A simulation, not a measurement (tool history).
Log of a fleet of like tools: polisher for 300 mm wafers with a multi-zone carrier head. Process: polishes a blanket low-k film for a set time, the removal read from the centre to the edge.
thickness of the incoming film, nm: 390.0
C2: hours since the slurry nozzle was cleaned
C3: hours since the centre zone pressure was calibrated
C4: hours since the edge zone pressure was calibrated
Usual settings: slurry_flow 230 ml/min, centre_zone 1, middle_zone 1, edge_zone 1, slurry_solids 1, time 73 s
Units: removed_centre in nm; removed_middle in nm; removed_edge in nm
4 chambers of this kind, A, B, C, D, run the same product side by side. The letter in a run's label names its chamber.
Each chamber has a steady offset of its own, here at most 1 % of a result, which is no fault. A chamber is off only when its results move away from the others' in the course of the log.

-- day=0.083 chamber D: worn pad replaced by a new one
run 1D day=0.175 | slurry_flow=230 centre_zone=1 middle_zone=1 edge_zone=1 slurry_solids=1 time=73 | wafers_polished_on_this_pad=13 C2=542.9 C3=280.1 C4=1010.1 | removed_centre=50.887 removed_middle=51.234 removed_edge=51.82
run 2C day=0.308 | slurry_flow=230 centre_zone=1 middle_zone=1 edge_zone=1 slurry_solids=1 time=73 | wafers_polished_on_this_pad=172 C2=238.2 C3=237.5 C4=568.4 | removed_centre=51.142 removed_middle=50.108 removed_edge=49.954
run 3B day=0.425 | slurry_flow=230 centre_zone=1 middle_zone=1 edge_zone=1 slurry_solids=1 time=73 | wafers_polished_on_this_pad=1193 C2=66.9 C3=343.8 C4=135 | removed_centre=51.625 removed_middle=51.505 removed_edge=51.107
run 4A day=0.558 | slurry_flow=230 centre_zone=1 middle_zone=1 edge_zone=1 slurry_solids=1 time=73 | wafers_polished_on_this_pad=260 C2=323 C3=888.9 C4=94 | removed_centre=52.126 removed_middle=52.429 removed_edge=50.932
run 5A day=0.733 | slurry_flow=230 centre_zone=1 middle_zone=1 edge_zone=1 slurry_solids=1 time=73 | wafers_polished_on_this_pad=285 C2=327.2 C3=893.1 C4=98.2 | removed_centre=51.87 removed_middle=52.265 removed_edge=52.128
run 6B day=0.883 | slurry_flow=230 centre_zone=1 middle_zone=1 edge_zone=1 slurry_solids=1 time=73 | wafers_polished_on_this_pad=1258 C2=77.9 C3=354.8 C4=146 | removed_centre=51.695 removed_middle=50.763 removed_edge=51.529
run 7C day=0.988 | slurry_flow=230 centre_zone=1 middle_zone=1 edge_zone=1 slurry_solids=1 time=73 | wafers_polished_on_this_pad=269 C2=254.5 C3=253.8 C4=584.7 | removed_centre=51.97 removed_middle=50.248 removed_edge=51.349
run 8D day=1.15 | slurry_flow=230 centre_zone=1 middle_zone=1 edge_zone=1 slurry_solids=1 time=73 | wafers_polished_on_this_pad=153 C2=566.3 C3=303.5 C4=1033.5 | removed_centre=51.065 removed_middle=51.337 removed_edge=51.007
run 9C day=1.288 | slurry_flow=230 centre_zone=1 middle_zone=1 edge_zone=1 slurry_solids=1 time=73 | wafers_polished_on_this_pad=312 C2=261.7 C3=261 C4=591.9 | removed_centre=51.381 removed_middle=49.718 removed_edge=50.861
run 10B day=1.383 | slurry_flow=230 centre_zone=1 middle_zone=1 edge_zone=1 slurry_solids=1 time=73 | wafers_polished_on_this_pad=1330 C2=89.9 C3=366.8 C4=158 | removed_centre=51.079 removed_middle=50.502 removed_edge=51.478
run 11A day=1.467 | slurry_flow=230 centre_zone=1 middle_zone=1 edge_zone=1 slurry_solids=1 time=73 | wafers_polished_on_this_pad=390 C2=344.8 C3=910.7 C4=115.8 | removed_centre=51.606 removed_middle=51.847 removed_edge=50.215
run 12D day=1.592 | slurry_flow=230 centre_zone=1 middle_zone=1 edge_zone=1 slurry_solids=1 time=73 | wafers_polished_on_this_pad=216 C2=576.9 C3=314.1 C4=1044.1 | removed_centre=51.108 removed_middle=51.806 removed_edge=51.331
run 13A day=1.683 | slurry_flow=230 centre_zone=1 middle_zone=1 edge_zone=1 slurry_solids=1 time=73 | wafers_polished_on_this_pad=421 C2=350 C3=915.9 C4=121 | removed_centre=52.168 removed_middle=51.564 removed_edge=51.768
run 14C day=1.833 | slurry_flow=230 centre_zone=1 middle_zone=1 edge_zone=1 slurry_solids=1 time=73 | wafers_polished_on_this_pad=390 C2=274.8 C3=274.1 C4=605 | removed_centre=50.618 removed_middle=49.851 removed_edge=50.664
run 15D day=1.954 | slurry_flow=230 centre_zone=1 middle_zone=1 edge_zone=1 slurry_solids=1 time=73 | wafers_polished_on_this_pad=268 C2=585.6 C3=322.8 C4=1052.8 | removed_centre=50.539 removed_middle=51.758 removed_edge=51.124
-- day=2.029 chamber B: worn pad replaced by a new one
run 16B day=2.05 | slurry_flow=230 centre_zone=1 middle_zone=1 edge_zone=1 slurry_solids=1 time=73 | wafers_polished_on_this_pad=3 C2=105.9 C3=382.8 C4=174 | removed_centre=51.025 removed_middle=50.495 removed_edge=51.932
run 17D day=2.167 | slurry_flow=300 centre_zone=1 middle_zone=1 edge_zone=1 slurry_solids=1 time=59 | wafers_polished_on_this_pad=298 C2=590.7 C3=327.9 C4=1057.9 | removed_centre=42.643 removed_middle=43.741 removed_edge=42.792
run 18C day=2.333 | slurry_flow=300 centre_zone=1 middle_zone=1 edge_zone=1 slurry_solids=1 time=59 | wafers_polished_on_this_pad=462 C2=286.8 C3=286.1 C4=617 | removed_centre=43.556 removed_middle=42.44 removed_edge=41.949
run 19A day=2.45 | slurry_flow=300 centre_zone=1 middle_zone=1 edge_zone=1 slurry_solids=1 time=59 | wafers_polished_on_this_pad=531 C2=368.4 C3=934.3 C4=139.4 | removed_centre=43.463 removed_middle=43.284 removed_edge=42.925
run 20B day=2.588 | slurry_flow=300 centre_zone=1 middle_zone=1 edge_zone=1 slurry_solids=1 time=59 | wafers_polished_on_this_pad=80 C2=118.8 C3=395.7 C4=186.9 | removed_centre=42.665 removed_middle=43.32 removed_edge=42.995
run 21B day=2.675 | slurry_flow=230 centre_zone=1 middle_zone=1 edge_zone=1 slurry_solids=1 time=73 | wafers_polished_on_this_pad=92 C2=120.9 C3=397.8 C4=189 | removed_centre=51.168 removed_middle=50.94 removed_edge=51.762
run 22D day=2.821 | slurry_flow=230 centre_zone=1 middle_zone=1 edge_zone=1 slurry_solids=1 time=84 | wafers_polished_on_this_pad=392 C2=606.4 C3=343.6 C4=1073.6 | removed_centre=59.022 removed_middle=60.279 removed_edge=58.274
run 23C day=2.979 | slurry_flow=230 centre_zone=1 middle_zone=1 edge_zone=1 slurry_solids=1 time=84 | wafers_polished_on_this_pad=554 C2=302.3 C3=301.6 C4=632.5 | removed_centre=59.519 removed_middle=58.647 removed_edge=59.132
run 24A day=3.062 | slurry_flow=230 centre_zone=1 middle_zone=1 edge_zone=1 slurry_solids=1 time=84 | wafers_polished_on_this_pad=619 C2=383.1 C3=949 C4=154.1 | removed_centre=58.966 removed_middle=58.671 removed_edge=58.58
-- day=3.138 chamber D: edge zone pressure recalibrated
run 25D day=3.167 | slurry_flow=230 centre_zone=1 middle_zone=1 edge_zone=1 slurry_solids=1 time=84 | wafers_polished_on_this_pad=442 C2=614.7 C3=351.9 C4=0.8 | removed_centre=57.286 removed_middle=59.692 removed_edge=58.722
run 26B day=3.271 | slurry_flow=230 centre_zone=1 middle_zone=1 edge_zone=1 slurry_solids=1 time=73 | wafers_polished_on_this_pad=178 C2=135.2 C3=412.1 C4=203.3 | removed_centre=52.265 removed_middle=52.139 removed_edge=51.81

All 4 chambers run these settings next. Forecast each chamber's results:
run 27A day=3.4 | slurry_flow=230 centre_zone=1 middle_zone=1 edge_zone=1 slurry_solids=1 time=73 | removed_centre=? removed_middle=? removed_edge=?
run 27B day=3.4 | slurry_flow=230 centre_zone=1 middle_zone=1 edge_zone=1 slurry_solids=1 time=73 | removed_centre=? removed_middle=? removed_edge=?
run 27C day=3.4 | slurry_flow=230 centre_zone=1 middle_zone=1 edge_zone=1 slurry_solids=1 time=73 | removed_centre=? removed_middle=? removed_edge=?
run 27D day=3.4 | slurry_flow=230 centre_zone=1 middle_zone=1 edge_zone=1 slurry_solids=1 time=73 | removed_centre=? removed_middle=? removed_edge=?

run=27A removed_centre=51.948 removed_middle=51.012 removed_edge=51.14
run=27B removed_centre=51.187 removed_middle=50.958 removed_edge=51.955
run=27C removed_centre=51.033 removed_middle=51.303 removed_edge=50.863
run=27D removed_centre=50.951 removed_middle=51.109 removed_edge=51.551
